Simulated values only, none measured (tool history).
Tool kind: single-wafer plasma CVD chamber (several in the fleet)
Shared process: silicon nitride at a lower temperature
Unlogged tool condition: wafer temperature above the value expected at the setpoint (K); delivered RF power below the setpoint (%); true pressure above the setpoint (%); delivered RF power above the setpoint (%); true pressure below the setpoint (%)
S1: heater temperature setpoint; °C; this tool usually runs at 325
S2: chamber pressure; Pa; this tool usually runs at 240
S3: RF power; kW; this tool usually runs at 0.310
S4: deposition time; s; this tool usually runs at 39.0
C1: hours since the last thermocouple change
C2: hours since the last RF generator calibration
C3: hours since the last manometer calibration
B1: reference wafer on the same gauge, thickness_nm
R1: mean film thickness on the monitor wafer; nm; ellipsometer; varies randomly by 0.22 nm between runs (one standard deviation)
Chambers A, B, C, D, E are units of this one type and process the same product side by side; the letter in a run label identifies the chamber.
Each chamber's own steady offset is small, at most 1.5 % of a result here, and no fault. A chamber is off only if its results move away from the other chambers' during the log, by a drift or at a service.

run 1A hour=3.5 | S1=325 S2=240 S3=0.310 S4=39.0 | C1=1077.5 C2=273.2 C3=1148.5 | B1=39.225 | R1=48.561
run 2D hour=7.8 | S1=325 S2=240 S3=0.310 S4=39.0 | C1=732.0 C2=1194.0 C3=192.9 | B1=39.181 | R1=48.897
run 3E hour=9.8 | S1=325 S2=240 S3=0.310 S4=39.0 | C1=1089.0 C2=862.0 C3=1439.2 | B1=39.236 | R1=47.821
run 4C hour=12.6 | S1=325 S2=240 S3=0.310 S4=39.0 | C1=1778.8 C2=179.5 C3=1659.4 | B1=39.198 | R1=48.548
run 5B hour=16.1 | S1=317 S2=240 S3=0.370 S4=39.0 | C1=762.5 C2=1794.0 C3=1147.7 | B1=39.184 | R1=55.083
run 6E hour=20.2 | S1=317 S2=240 S3=0.370 S4=39.0 | C1=1099.4 C2=872.4 C3=1449.6 | B1=39.181 | R1=53.915
run 7C hour=22.5 | S1=317 S2=240 S3=0.370 S4=39.0 | C1=1788.7 C2=189.4 C3=1669.3 | B1=39.247 | R1=54.665
run 8A hour=25.1 | S1=317 S2=240 S3=0.370 S4=39.0 | C1=1099.1 C2=294.8 C3=1170.1 | B1=39.231 | R1=55.540
run 9B hour=27.9 | S1=317 S2=240 S3=0.370 S4=39.0 | C1=774.3 C2=1805.8 C3=1159.5 | B1=39.238 | R1=55.418
run 10D hour=31.2 | S1=325 S2=240 S3=0.310 S4=39.0 | C1=755.4 C2=1217.4 C3=216.3 | B1=39.170 | R1=48.925
run 11C hour=35.1 | S1=325 S2=240 S3=0.310 S4=39.0 | C1=1801.3 C2=202.0 C3=1681.9 | B1=39.155 | R1=48.718
run 12D hour=37.4 | S1=325 S2=240 S3=0.310 S4=39.0 | C1=761.6 C2=1223.6 C3=222.5 | B1=39.195 | R1=49.000
run 13B hour=40.3 | S1=325 S2=240 S3=0.310 S4=39.0 | C1=786.7 C2=1818.2 C3=1171.9 | B1=39.169 | R1=49.160
run 14E hour=42.4 | S1=325 S2=240 S3=0.310 S4=39.0 | C1=1121.6 C2=894.6 C3=1471.8 | B1=39.252 | R1=48.261
run 15A hour=45.5 | S1=325 S2=240 S3=0.310 S4=39.0 | C1=1119.5 C2=315.2 C3=1190.5 | B1=39.245 | R1=48.739
run 16B hour=49.5 | S1=325 S2=240 S3=0.310 S4=39.0 | C1=795.9 C2=1827.4 C3=1181.1 | B1=39.172 | R1=49.416
run 17E hour=51.5 | S1=325 S2=240 S3=0.310 S4=39.0 | C1=1130.7 C2=903.7 C3=1480.9 | B1=39.252 | R1=48.107
run 18D hour=53.5 | S1=325 S2=240 S3=0.310 S4=39.0 | C1=777.7 C2=1239.7 C3=238.6 | B1=39.211 | R1=49.337
run 19C hour=57.9 | S1=325 S2=240 S3=0.310 S4=39.0 | C1=1824.1 C2=224.8 C3=1704.7 | B1=39.175 | R1=48.526
run 20A hour=60.6 | S1=325 S2=240 S3=0.310 S4=39.0 | C1=1134.6 C2=330.3 C3=1205.6 | B1=39.172 | R1=48.714
run 21C hour=64.4 | S1=325 S2=240 S3=0.310 S4=39.0 | C1=1830.6 C2=231.3 C3=1711.2 | B1=39.208 | R1=48.808
run 22B hour=68.4 | S1=325 S2=240 S3=0.310 S4=39.0 | C1=814.8 C2=1846.3 C3=1200.0 | B1=39.208 | R1=49.357
run 23A hour=72.8 | S1=325 S2=240 S3=0.310 S4=39.0 | C1=1146.8 C2=342.5 C3=1217.8 | B1=39.154 | R1=48.923
run 24E hour=76.0 | S1=325 S2=240 S3=0.310 S4=39.0 | C1=1155.2 C2=928.2 C3=1505.4 | B1=39.182 | R1=47.930
run 25D hour=78.2 | S1=325 S2=240 S3=0.310 S4=39.0 | C1=802.4 C2=1264.4 C3=263.3 | B1=39.257 | R1=48.747
run 26D hour=82.5 | S1=325 S2=240 S3=0.310 S4=39.0 | C1=806.7 C2=1268.7 C3=267.6 | B1=39.173 | R1=48.819
run 27A hour=86.1 | S1=325 S2=240 S3=0.310 S4=39.0 | C1=1160.1 C2=355.8 C3=1231.1 | B1=39.186 | R1=48.920
run 28C hour=90.0 | S1=325 S2=240 S3=0.310 S4=39.0 | C1=1856.2 C2=256.9 C3=1736.8 | B1=39.172 | R1=48.342
run 29E hour=92.0 | S1=320 S2=240 S3=0.310 S4=42.5 | C1=1171.2 C2=944.2 C3=1521.4 | B1=39.207 | R1=52.461
run 30B hour=96.0 | S1=320 S2=240 S3=0.310 S4=42.5 | C1=842.4 C2=1873.9 C3=1227.6 | B1=39.215 | R1=53.797
run 31D hour=100.0 | S1=320 S2=240 S3=0.310 S4=42.5 | C1=824.2 C2=1286.2 C3=285.1 | B1=39.208 | R1=53.663
run 32A hour=102.4 | S1=320 S2=240 S3=0.310 S4=42.5 | C1=1176.4 C2=372.1 C3=1247.4 | B1=39.191 | R1=53.538
run 33B hour=105.8 | S1=320 S2=240 S3=0.310 S4=42.5 | C1=852.2 C2=1883.7 C3=1237.4 | B1=39.195 | R1=53.605
run 34C hour=108.6 | S1=325 S2=240 S3=0.310 S4=39.0 | C1=1874.8 C2=275.5 C3=1755.4 | B1=39.173 | R1=48.551
run 35E hour=111.0 | S1=325 S2=240 S3=0.310 S4=39.0 | C1=1190.2 C2=963.2 C3=1540.4 | B1=39.199 | R1=48.190
run 36E hour=113.2 | S1=325 S2=240 S3=0.310 S4=39.0 | C1=1192.4 C2=965.4 C3=1542.6 | B1=39.177 | R1=48.345
run 37B hour=116.4 | S1=325 S2=240 S3=0.310 S4=39.0 | C1=862.8 C2=1894.3 C3=1248.0 | B1=39.235 | R1=48.892

Read the log: is a single chamber off, either drifting away or since a service, is the gauge that measures every chamber drifting, or is nothing wrong beyond small per-chamber offsets? Name any odd chamber and what most likely caused it.

No chamber is off and the gauge is stable; the differences are just each chamber's small, constant offset.
